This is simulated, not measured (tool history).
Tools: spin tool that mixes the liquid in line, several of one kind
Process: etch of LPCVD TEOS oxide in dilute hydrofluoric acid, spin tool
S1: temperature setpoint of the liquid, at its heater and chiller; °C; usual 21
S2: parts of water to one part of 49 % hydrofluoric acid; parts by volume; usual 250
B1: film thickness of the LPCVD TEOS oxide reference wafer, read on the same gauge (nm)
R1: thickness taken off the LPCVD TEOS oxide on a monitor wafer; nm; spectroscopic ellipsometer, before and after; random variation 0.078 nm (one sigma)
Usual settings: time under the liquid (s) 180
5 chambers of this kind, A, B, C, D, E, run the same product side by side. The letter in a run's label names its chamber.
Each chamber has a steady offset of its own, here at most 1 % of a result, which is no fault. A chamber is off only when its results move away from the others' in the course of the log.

Run 1B, hour 13.9: usual settings; B1 89.987. Result: R1 13.589 nm.
Run 2A, hour 26: usual settings; B1 90.012. Result: R1 13.707 nm.
Run 3E, hour 35.3: usual settings; B1 89.98. Result: R1 13.884 nm.
Run 4D, hour 49.2: usual settings; B1 89.995. Result: R1 13.714 nm.
Run 5C, hour 57.6: usual settings; B1 89.961. Result: R1 13.884 nm.
Run 6C, hour 64.6: usual settings; B1 90.03. Result: R1 13.836 nm.
Run 7A, hour 76.9: usual settings; B1 90.004. Result: R1 13.869 nm.
Run 8B, hour 84.9: usual settings; B1 90.018. Result: R1 13.652 nm.
Run 9E, hour 92.3: usual settings but S2 185 parts by volume; B1 90.039. Result: R1 19.815 nm.
Run 10D, hour 106.6: usual settings but S2 185 parts by volume; B1 90.004. Result: R1 19.902 nm.
Run 11D, hour 115.3: usual settings but S2 185 parts by volume; B1 89.989. Result: R1 20.061 nm.
Run 12C, hour 128.9: usual settings but S2 185 parts by volume; B1 89.966. Result: R1 19.823 nm.
Run 13A, hour 137.6: usual settings but S2 185 parts by volume; B1 89.992. Result: R1 19.621 nm.
At hour 143.6: chamber C: thermometer replaced.
Run 14B, hour 147.3: usual settings; B1 89.979. Result: R1 13.779 nm.
Run 15E, hour 155.2: usual settings but S1 19 °C; B1 90.03. Result: R1 12.85 nm.
Run 16D, hour 169.3: usual settings but S1 19 °C; B1 90.008. Result: R1 12.879 nm.
Run 17B, hour 183.2: usual settings but S1 19 °C; B1 89.988. Result: R1 12.617 nm.
Run 18C, hour 191.9: usual settings but S1 19 °C; B1 89.966. Result: R1 12.762 nm.
Run 19A, hour 204.1: usual settings but S1 19 °C; B1 89.974. Result: R1 12.669 nm.
At hour 208.5: chamber D: hydrofluoric acid flow meter replaced.
Run 20E, hour 212.4: usual settings; B1 89.992. Result: R1 13.928 nm.
Run 21E, hour 225.5: usual settings; B1 90.005. Result: R1 14.181 nm.
Run 22D, hour 239: usual settings; B1 89.97. Result: R1 13.923 nm.
Run 23C, hour 250.2: usual settings; B1 89.964. Result: R1 13.852 nm.
Run 24B, hour 262.5: usual settings but S1 25.5 °C; B1 89.995. Result: R1 16.123 nm.
Run 25A, hour 277.9: usual settings but S1 25.5 °C; B1 89.988. Result: R1 16.283 nm.
Run 26E, hour 289: usual settings but S1 25.5 °C; B1 89.98. Result: R1 16.834 nm.
Run 27A, hour 303.6: usual settings but S1 25.5 °C; B1 90.012. Result: R1 16.261 nm.
Run 28B, hour 312: usual settings but S1 25.5 °C; B1 89.985. Result: R1 16.222 nm.
Run 29C, hour 319.6: usual settings; B1 89.97. Result: R1 13.787 nm.
Run 30D, hour 334.5: usual settings but S1 17 °C, time under the liquid (s) 110; B1 89.968. Result: R1 7.4083 nm.
Run 31D, hour 342.3: usual settings but S1 17 °C, time under the liquid (s) 110; B1 89.966. Result: R1 7.3927 nm.
At hour 355.6: chamber B: hydrofluoric acid flow meter replaced.
Run 32E, hour 357: usual settings but S1 17 °C, time under the liquid (s) 110; B1 89.962. Result: R1 7.6329 nm.
Run 33A, hour 365.2: usual settings but S1 17 °C, time under the liquid (s) 110; B1 90.052. Result: R1 7.3175 nm.
Run 34B, hour 377.6: usual settings but S1 17 °C, time under the liquid (s) 110; B1 89.987. Result: R1 7.2678 nm.
Run 35C, hour 384.9: usual settings; B1 90.04. Result: R1 13.833 nm.
Run 36B, hour 392.5: usual settings; B1 90.043. Result: R1 13.875 nm.
Run 37A, hour 406.9: usual settings but S2 180 parts by volume; B1 89.996. Result: R1 20.633 nm.
Run 38D, hour 418.1: usual settings but S2 180 parts by volume; B1 89.97. Result: R1 20.832 nm.

Is one chamber off against the others, does the gauge drift, or is nothing wrong? If a chamber is off, say which, and what the likeliest cause is.

Chamber E drifts away from the others.
Cause: liquid hotter than its thermometer reads (K) = 1.96.
The log may not tell that from: hydrofluoric acid flow above the setpoint (%).

Here are 4 candidates for chamber E's next run, each the usual settings with a change, their results left as question marks. Which one brings its results back in line with what the others give on the usual settings?
In line means no further than this from the other chambers' mean on the usual settings: R1 0.27 nm
Run 39E-1, hour 429.5: usual settings but S1 23 °C. Result: R1 ?.
Run 39E-2, hour 429.5: usual settings but S2 265 parts by volume. Result: R1 ?.
Run 39E-3, hour 429.5: usual settings but time under the liquid (s) 210. Result: R1 ?.
Run 39E-4, hour 429.5: usual settings but S2 265 parts by volume, time under the liquid (s) 165. Result: R1 ?.

The other chambers' mean on the usual settings: R1 13.822 nm
  run      R1
39E-1  16.103
39E-2  13.953
39E-3  17.494
39E-4   12.79
39E-2 brings the chamber back in line.

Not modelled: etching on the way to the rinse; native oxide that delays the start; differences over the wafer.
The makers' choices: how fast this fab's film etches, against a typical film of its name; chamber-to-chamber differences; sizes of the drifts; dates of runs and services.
